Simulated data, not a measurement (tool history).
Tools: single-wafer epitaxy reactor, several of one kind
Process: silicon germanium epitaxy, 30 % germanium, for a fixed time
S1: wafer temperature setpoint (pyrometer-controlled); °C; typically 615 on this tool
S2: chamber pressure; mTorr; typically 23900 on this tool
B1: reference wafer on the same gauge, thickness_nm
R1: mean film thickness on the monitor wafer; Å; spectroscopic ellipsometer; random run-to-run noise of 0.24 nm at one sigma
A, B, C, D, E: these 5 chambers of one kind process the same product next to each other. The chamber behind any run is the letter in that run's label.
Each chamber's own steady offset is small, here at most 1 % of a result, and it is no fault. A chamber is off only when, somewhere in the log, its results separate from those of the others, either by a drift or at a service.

| run | hour | S1 | S2 | B1 | R1 |
|---|---|---|---|---|---|
| 1B | 5.0 | 615 | 23900 | 88.831 | 832.18 |
| 2D | 9.6 | 615 | 23900 | 88.806 | 828.63 |
| 3A | 12.8 | 615 | 23900 | 88.800 | 829.63 |
| 4E | 16.3 | 615 | 23900 | 88.796 | 821.94 |
| 5C | 20.9 | 615 | 23900 | 88.823 | 830.92 |
| 6E | 26.4 | 608 | 28600 | 88.840 | 787.51 |
| 7B | 31.3 | 608 | 28600 | 88.760 | 790.93 |
| 8D | 35.5 | 608 | 28600 | 88.864 | 785.08 |
| 9A | 41.2 | 608 | 28600 | 88.750 | 786.10 |
| 10C | 44.8 | 608 | 28600 | 88.773 | 784.47 |
| 11A | 49.9 | 615 | 23900 | 88.785 | 832.39 |
| 12C | 52.6 | 606 | 27800 | 88.804 | 747.29 |
| 13E | 56.3 | 606 | 27800 | 88.819 | 743.41 |
| 14B | 59.4 | 606 | 27800 | 88.756 | 750.79 |
| 15D | 63.3 | 606 | 27800 | 88.831 | 750.56 |
| 16D | 67.4 | 606 | 27800 | 88.822 | 749.73 |
| 17C | 70.8 | 615 | 23900 | 88.800 | 831.02 |
| 18B | 75.9 | 615 | 23900 | 88.840 | 831.31 |
| 19E | 81.5 | 624 | 26100 | 88.854 | 995.70 |
| 20A | 85.5 | 624 | 26100 | 88.771 | 1015.40 |
| 21A | 91.3 | 624 | 26100 | 88.826 | 1008.90 |
| 22E | 96.4 | 624 | 26100 | 88.735 | 996.65 |
| 23C | 99.4 | 624 | 26100 | 88.744 | 1006.70 |
| 24D | 103.1 | 615 | 23900 | 88.767 | 831.41 |
| 25B | 109.0 | 615 | 23900 | 88.803 | 832.13 |
| 26D | 112.4 | 615 | 23900 | 88.798 | 831.21 |
| 27C | 116.6 | 615 | 29300 | 88.821 | 898.31 |
| 28E | 119.4 | 615 | 29300 | 88.813 | 893.36 |
| 29A | 122.8 | 615 | 29300 | 88.766 | 910.64 |
| 30B | 125.4 | 615 | 29300 | 88.815 | 896.98 |
| 31E | 128.9 | 615 | 29300 | 88.853 | 897.59 |
| 32C | 133.8 | 615 | 23900 | 88.844 | 829.47 |
| 33B | 139.6 | 622 | 23900 | 88.788 | 935.79 |
| 34A | 142.8 | 622 | 23900 | 88.828 | 954.41 |
| 35D | 147.2 | 622 | 23900 | 88.857 | 935.00 |
| 36D | 151.6 | 622 | 23900 | 88.731 | 941.14 |
| 37E | 154.9 | 622 | 23900 | 88.820 | 928.33 |

Has any chamber moved away from the others, gradually or after a service, or does the common gauge drift, or do the chambers differ only by their own small steady offsets? State the chamber and the most likely cause if one applies.

Little by little, chamber A moves away from the other chambers.
Most likely cause: true pressure above the setpoint (%) = 4.31.
It could be hard to tell apart here from: wafer temperature above the value expected at the setpoint (K).

Below are 4 candidate recipes for chamber A's next run, each the usual settings with a change, their results shown as question marks. Which of them brings A's results back in line with what the other chambers give on the usual settings?
To be in line, a result may differ from the other chambers' mean on the usual settings by at most: R1 8.40 Å
| 38A-1 | 159.1 | 614 | 23800 |  | ? |
| 38A-2 | 159.1 | 615 | 24900 |  | ? |
| 38A-3 | 159.1 | 617 | 24100 |  | ? |
| 38A-4 | 159.1 | 613 | 23900 |  | ? |

Usual-settings mean across the other chambers: R1 828.66 Å
| run | R1 |
|---|---|
| 38A-1 | 826.54 |
| 38A-2 | 856.36 |
| 38A-3 | 875.73 |
| 38A-4 | 813.38 |
With 38A-1, the chamber falls back in line with the rest.

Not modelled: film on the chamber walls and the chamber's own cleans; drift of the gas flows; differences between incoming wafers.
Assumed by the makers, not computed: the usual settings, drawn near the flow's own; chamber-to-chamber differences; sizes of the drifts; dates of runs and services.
